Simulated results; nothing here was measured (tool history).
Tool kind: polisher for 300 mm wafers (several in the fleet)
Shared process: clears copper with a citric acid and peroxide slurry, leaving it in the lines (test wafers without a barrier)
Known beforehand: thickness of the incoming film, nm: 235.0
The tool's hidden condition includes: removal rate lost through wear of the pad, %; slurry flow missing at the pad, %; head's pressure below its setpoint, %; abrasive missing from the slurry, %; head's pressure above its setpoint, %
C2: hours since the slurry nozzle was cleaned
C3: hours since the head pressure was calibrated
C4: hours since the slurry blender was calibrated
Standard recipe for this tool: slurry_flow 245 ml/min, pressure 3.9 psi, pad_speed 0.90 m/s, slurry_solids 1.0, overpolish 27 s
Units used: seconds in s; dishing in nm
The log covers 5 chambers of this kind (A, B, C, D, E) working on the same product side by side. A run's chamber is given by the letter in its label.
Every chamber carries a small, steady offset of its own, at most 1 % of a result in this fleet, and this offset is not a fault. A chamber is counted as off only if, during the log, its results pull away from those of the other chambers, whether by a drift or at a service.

run 1E hour=11.8 | slurry_flow=245 pressure=3.9 pad_speed=0.90 slurry_solids=1.0 overpolish=27 | wafers_polished_on_this_pad=132 C2=215.6 C3=651.4 C4=394.4 | seconds=89.510 dishing=35.533
-- hour=22.4 chamber A: worn pad replaced by a new one
run 2A hour=24.7 | slurry_flow=245 pressure=3.9 pad_speed=0.90 slurry_solids=1.0 overpolish=27 | wafers_polished_on_this_pad=24 C2=78.1 C3=714.9 C4=36.3 | seconds=85.821 dishing=35.705
-- hour=27.9 chamber D: slurry blender recalibrated
run 3B hour=34.9 | slurry_flow=245 pressure=3.9 pad_speed=0.90 slurry_solids=1.0 overpolish=27 | wafers_polished_on_this_pad=876 C2=857.7 C3=703.9 C4=85.2 | seconds=90.260 dishing=35.215
-- hour=41.7 chamber C: worn pad replaced by a new one
-- hour=43.7 chamber E: slurry blender recalibrated
run 4D hour=44.4 | slurry_flow=245 pressure=3.9 pad_speed=0.90 slurry_solids=1.0 overpolish=27 | wafers_polished_on_this_pad=890 C2=175.5 C3=345.6 C4=16.6 | seconds=90.925 dishing=35.604
run 5C hour=55.7 | slurry_flow=245 pressure=3.9 pad_speed=0.90 slurry_solids=1.0 overpolish=27 | wafers_polished_on_this_pad=149 C2=453.9 C3=897.0 C4=141.4 | seconds=88.133 dishing=35.539
-- hour=60.3 chamber B: worn pad replaced by a new one
run 6D hour=62.7 | slurry_flow=245 pressure=3.9 pad_speed=0.90 slurry_solids=1.0 overpolish=39 | wafers_polished_on_this_pad=1086 C2=193.8 C3=363.9 C4=34.9 | seconds=87.465 dishing=42.936
run 7A hour=71.1 | slurry_flow=245 pressure=3.9 pad_speed=0.90 slurry_solids=1.0 overpolish=39 | wafers_polished_on_this_pad=519 C2=124.5 C3=761.3 C4=82.7 | seconds=89.126 dishing=43.879
-- hour=78.7 chamber D: worn pad replaced by a new one
-- hour=79.5 chamber B: slurry blender recalibrated
run 8B hour=82.4 | slurry_flow=245 pressure=3.9 pad_speed=0.90 slurry_solids=1.0 overpolish=39 | wafers_polished_on_this_pad=236 C2=905.2 C3=751.4 C4=2.9 | seconds=86.121 dishing=42.776
-- hour=86.1 chamber C: slurry nozzle cleaned
run 9E hour=94.1 | slurry_flow=245 pressure=3.9 pad_speed=0.90 slurry_solids=1.0 overpolish=39 | wafers_polished_on_this_pad=1010 C2=297.9 C3=733.7 C4=50.4 | seconds=86.608 dishing=42.685
-- hour=99.0 chamber E: worn pad replaced by a new one
-- hour=104.6 chamber E: head pressure recalibrated
-- hour=105.1 chamber A: worn pad replaced by a new one
run 10C hour=105.2 | slurry_flow=245 pressure=3.9 pad_speed=0.90 slurry_solids=1.0 overpolish=39 | wafers_polished_on_this_pad=677 C2=19.1 C3=946.5 C4=190.9 | seconds=89.325 dishing=42.662
run 11A hour=114.9 | slurry_flow=245 pressure=3.9 pad_speed=0.90 slurry_solids=1.0 overpolish=27 | wafers_polished_on_this_pad=104 C2=168.3 C3=805.1 C4=126.5 | seconds=89.614 dishing=36.229
run 12C hour=122.5 | slurry_flow=245 pressure=3.9 pad_speed=0.90 slurry_solids=1.0 overpolish=27 | wafers_polished_on_this_pad=861 C2=36.4 C3=963.8 C4=208.2 | seconds=90.296 dishing=35.465
-- hour=124.4 chamber E: slurry nozzle cleaned
-- hour=126.9 chamber C: worn pad replaced by a new one
run 13E hour=134.1 | slurry_flow=245 pressure=3.9 pad_speed=0.90 slurry_solids=1.0 overpolish=27 | wafers_polished_on_this_pad=374 C2=9.7 C3=29.6 C4=90.4 | seconds=89.452 dishing=35.829
run 14B hour=140.5 | slurry_flow=245 pressure=3.9 pad_speed=0.90 slurry_solids=1.0 overpolish=27 | wafers_polished_on_this_pad=855 C2=963.3 C3=809.5 C4=61.0 | seconds=90.294 dishing=36.119
-- hour=141.4 chamber B: worn pad replaced by a new one
run 15D hour=152.0 | slurry_flow=245 pressure=3.9 pad_speed=0.90 slurry_solids=1.0 overpolish=27 | wafers_polished_on_this_pad=781 C2=283.1 C3=453.2 C4=124.2 | seconds=88.017 dishing=36.097
run 16C hour=161.5 | slurry_flow=245 pressure=4.5 pad_speed=0.90 slurry_solids=1.0 overpolish=27 | wafers_polished_on_this_pad=369 C2=75.4 C3=1002.8 C4=247.2 | seconds=77.526 dishing=38.962
run 17A hour=169.5 | slurry_flow=245 pressure=4.5 pad_speed=0.90 slurry_solids=1.0 overpolish=27 | wafers_polished_on_this_pad=686 C2=222.9 C3=859.7 C4=181.1 | seconds=77.373 dishing=38.934
-- hour=179.5 chamber E: worn pad replaced by a new one
run 18B hour=179.5 | slurry_flow=245 pressure=4.5 pad_speed=0.90 slurry_solids=1.0 overpolish=27 | wafers_polished_on_this_pad=406 C2=1002.3 C3=848.5 C4=100.0 | seconds=77.277 dishing=38.745
run 19E hour=186.3 | slurry_flow=245 pressure=4.5 pad_speed=0.90 slurry_solids=1.0 overpolish=27 | wafers_polished_on_this_pad=72 C2=61.9 C3=81.8 C4=142.6 | seconds=77.757 dishing=39.025
-- hour=192.5 chamber B: slurry nozzle cleaned
run 20D hour=200.5 | slurry_flow=245 pressure=4.5 pad_speed=0.90 slurry_solids=1.0 overpolish=27 | wafers_polished_on_this_pad=1299 C2=331.6 C3=501.7 C4=172.7 | seconds=77.990 dishing=38.664
-- hour=202.3 chamber A: worn pad replaced by a new one
-- hour=208.3 chamber D: worn pad replaced by a new one
run 21B hour=213.8 | slurry_flow=245 pressure=3.9 pad_speed=0.90 slurry_solids=1.0 overpolish=27 | wafers_polished_on_this_pad=772 C2=21.3 C3=882.8 C4=134.3 | seconds=87.682 dishing=35.271
-- hour=215.3 chamber C: slurry blender recalibrated
-- hour=219.6 chamber D: slurry blender recalibrated
-- hour=222.8 chamber B: slurry blender recalibrated
-- hour=225.6 chamber B: worn pad replaced by a new one
-- hour=226.6 chamber A: slurry nozzle cleaned
run 22C hour=227.4 | slurry_flow=245 pressure=3.9 pad_speed=1.16 slurry_solids=1.0 overpolish=27 | wafers_polished_on_this_pad=1072 C2=141.3 C3=1068.7 C4=12.1 | seconds=69.124 dishing=41.266
-- hour=231.2 chamber C: worn pad replaced by a new one
run 23D hour=234.9 | slurry_flow=245 pressure=3.9 pad_speed=1.16 slurry_solids=1.0 overpolish=27 | wafers_polished_on_this_pad=283 C2=366.0 C3=536.1 C4=15.4 | seconds=66.465 dishing=40.471
run 24E hour=247.5 | slurry_flow=245 pressure=3.9 pad_speed=1.16 slurry_solids=1.0 overpolish=27 | wafers_polished_on_this_pad=725 C2=123.1 C3=143.0 C4=203.8 | seconds=70.366 dishing=40.343
run 25A hour=254.4 | slurry_flow=245 pressure=3.9 pad_speed=1.16 slurry_solids=1.0 overpolish=27 | wafers_polished_on_this_pad=556 C2=27.8 C3=944.6 C4=266.0 | seconds=69.350 dishing=41.115
-- hour=260.6 chamber E: worn pad replaced by a new one
run 26C hour=266.2 | slurry_flow=245 pressure=3.9 pad_speed=1.16 slurry_solids=1.0 overpolish=27 | wafers_polished_on_this_pad=373 C2=180.1 C3=1107.5 C4=50.9 | seconds=69.799 dishing=40.861
run 27E hour=275.4 | slurry_flow=245 pressure=3.9 pad_speed=0.90 slurry_solids=1.0 overpolish=27 | wafers_polished_on_this_pad=158 C2=151.0 C3=170.9 C4=231.7 | seconds=89.703 dishing=36.121
-- hour=280.4 chamber C: head pressure recalibrated
run 28B hour=289.1 | slurry_flow=245 pressure=3.9 pad_speed=0.90 slurry_solids=1.0 overpolish=27 | wafers_polished_on_this_pad=677 C2=96.6 C3=958.1 C4=66.4 | seconds=88.070 dishing=35.987
-- hour=296.2 chamber A: worn pad replaced by a new one
run 29A hour=303.6 | slurry_flow=245 pressure=3.9 pad_speed=0.90 slurry_solids=1.0 overpolish=27 | wafers_polished_on_this_pad=79 C2=77.0 C3=993.8 C4=315.2 | seconds=87.771 dishing=36.205
run 30D hour=315.2 | slurry_flow=245 pressure=3.9 pad_speed=0.90 slurry_solids=1.0 overpolish=27 | wafers_polished_on_this_pad=1139 C2=446.3 C3=616.4 C4=95.7 | seconds=89.115 dishing=35.583
-- hour=321.5 chamber B: worn pad replaced by a new one
run 31C hour=326.4 | slurry_flow=245 pressure=3.9 pad_speed=0.90 slurry_solids=1.0 overpolish=27 | wafers_polished_on_this_pad=1015 C2=240.3 C3=46.0 C4=111.1 | seconds=86.525 dishing=36.285
-- hour=328.5 chamber C: worn pad replaced by a new one
-- hour=337.1 chamber D: worn pad replaced by a new one
run 32E hour=337.1 | slurry_flow=245 pressure=3.9 pad_speed=0.90 slurry_solids=1.0 overpolish=27 | wafers_polished_on_this_pad=816 C2=212.7 C3=232.6 C4=293.4 | seconds=89.250 dishing=35.584
run 33A hour=346.7 | slurry_flow=245 pressure=3.9 pad_speed=0.90 slurry_solids=1.0 overpolish=27 | wafers_polished_on_this_pad=539 C2=120.1 C3=1036.9 C4=358.3 | seconds=86.527 dishing=36.702
-- hour=349.3 chamber E: worn pad replaced by a new one
run 34B hour=354.4 | slurry_flow=245 pressure=3.9 pad_speed=0.90 slurry_solids=1.0 overpolish=27 | wafers_polished_on_this_pad=351 C2=161.9 C3=1023.4 C4=131.7 | seconds=88.606 dishing=36.058
run 35D hour=366.8 | slurry_flow=245 pressure=3.9 pad_speed=0.90 slurry_solids=1.0 overpolish=27 | wafers_polished_on_this_pad=316 C2=497.9 C3=668.0 C4=147.3 | seconds=89.627 dishing=35.413
-- hour=374.3 chamber B: slurry blender recalibrated
-- hour=374.9 chamber A: slurry blender recalibrated
run 36A hour=378.0 | slurry_flow=245 pressure=3.9 pad_speed=0.90 slurry_solids=1.0 overpolish=27 | wafers_polished_on_this_pad=872 C2=151.4 C3=1068.2 C4=3.2 | seconds=88.280 dishing=36.475
run 37D hour=392.2 | slurry_flow=245 pressure=5.2 pad_speed=0.90 slurry_solids=1.0 overpolish=27 | wafers_polished_on_this_pad=587 C2=523.3 C3=693.4 C4=172.7 | seconds=68.784 dishing=41.372
-- hour=393.7 chamber A: worn pad replaced by a new one
run 38C hour=402.0 | slurry_flow=245 pressure=5.2 pad_speed=0.90 slurry_solids=1.0 overpolish=27 | wafers_polished_on_this_pad=784 C2=315.9 C3=121.6 C4=186.7 | seconds=67.300 dishing=42.431
-- hour=404.6 chamber B: worn pad replaced by a new one
-- hour=407.9 chamber D: slurry blender recalibrated
run 39E hour=411.8 | slurry_flow=245 pressure=5.2 pad_speed=0.90 slurry_solids=1.0 overpolish=27 | wafers_polished_on_this_pad=666 C2=287.4 C3=307.3 C4=368.1 | seconds=68.147 dishing=42.600
-- hour=418.9 chamber C: worn pad replaced by a new one
-- hour=425.1 chamber A: head pressure recalibrated
run 40B hour=426.1 | slurry_flow=245 pressure=5.2 pad_speed=0.90 slurry_solids=1.0 overpolish=27 | wafers_polished_on_this_pad=229 C2=233.6 C3=1095.1 C4=51.8 | seconds=67.202 dishing=41.769
-- hour=437.4 chamber E: slurry nozzle cleaned
run 41C hour=440.2 | slurry_flow=245 pressure=5.2 pad_speed=0.90 slurry_solids=1.0 overpolish=27 | wafers_polished_on_this_pad=227 C2=354.1 C3=159.8 C4=224.9 | seconds=66.793 dishing=42.788
-- hour=442.1 chamber D: worn pad replaced by a new one
-- hour=442.8 chamber E: worn pad replaced by a new one
run 42D hour=447.7 | slurry_flow=245 pressure=3.9 pad_speed=0.90 slurry_solids=1.0 overpolish=27 | wafers_polished_on_this_pad=59 C2=578.8 C3=748.9 C4=39.9 | seconds=87.740 dishing=35.864
-- hour=452.2 chamber E: slurry blender recalibrated
-- hour=453.0 chamber A: slurry nozzle cleaned
run 43E hour=457.7 | slurry_flow=245 pressure=3.9 pad_speed=0.90 slurry_solids=1.0 overpolish=27 | wafers_polished_on_this_pad=159 C2=20.3 C3=353.2 C4=5.6 | seconds=88.037 dishing=35.701
run 44A hour=472.4 | slurry_flow=245 pressure=3.9 pad_speed=0.90 slurry_solids=1.0 overpolish=27 | wafers_polished_on_this_pad=839 C2=19.5 C3=47.4 C4=97.6 | seconds=89.781 dishing=36.260

For the next run the whole fleet of 5 chambers uses the same settings. Give each chamber's results:
run 45A hour=483.0 | slurry_flow=245 pressure=3.9 pad_speed=0.90 slurry_solids=1.1 overpolish=27 | seconds=? dishing=?
run 45B hour=483.0 | slurry_flow=245 pressure=3.9 pad_speed=0.90 slurry_solids=1.1 overpolish=27 | seconds=? dishing=?
run 45C hour=483.0 | slurry_flow=245 pressure=3.9 pad_speed=0.90 slurry_solids=1.1 overpolish=27 | seconds=? dishing=?
run 45D hour=483.0 | slurry_flow=245 pressure=3.9 pad_speed=0.90 slurry_solids=1.1 overpolish=27 | seconds=? dishing=?
run 45E hour=483.0 | slurry_flow=245 pressure=3.9 pad_speed=0.90 slurry_solids=1.1 overpolish=27 | seconds=? dishing=?

run=45A seconds=87.461 dishing=36.336
run=45B seconds=88.091 dishing=36.058
run=45C seconds=87.113 dishing=35.522
run=45D seconds=84.308 dishing=35.814
run=45E seconds=87.262 dishing=36.216
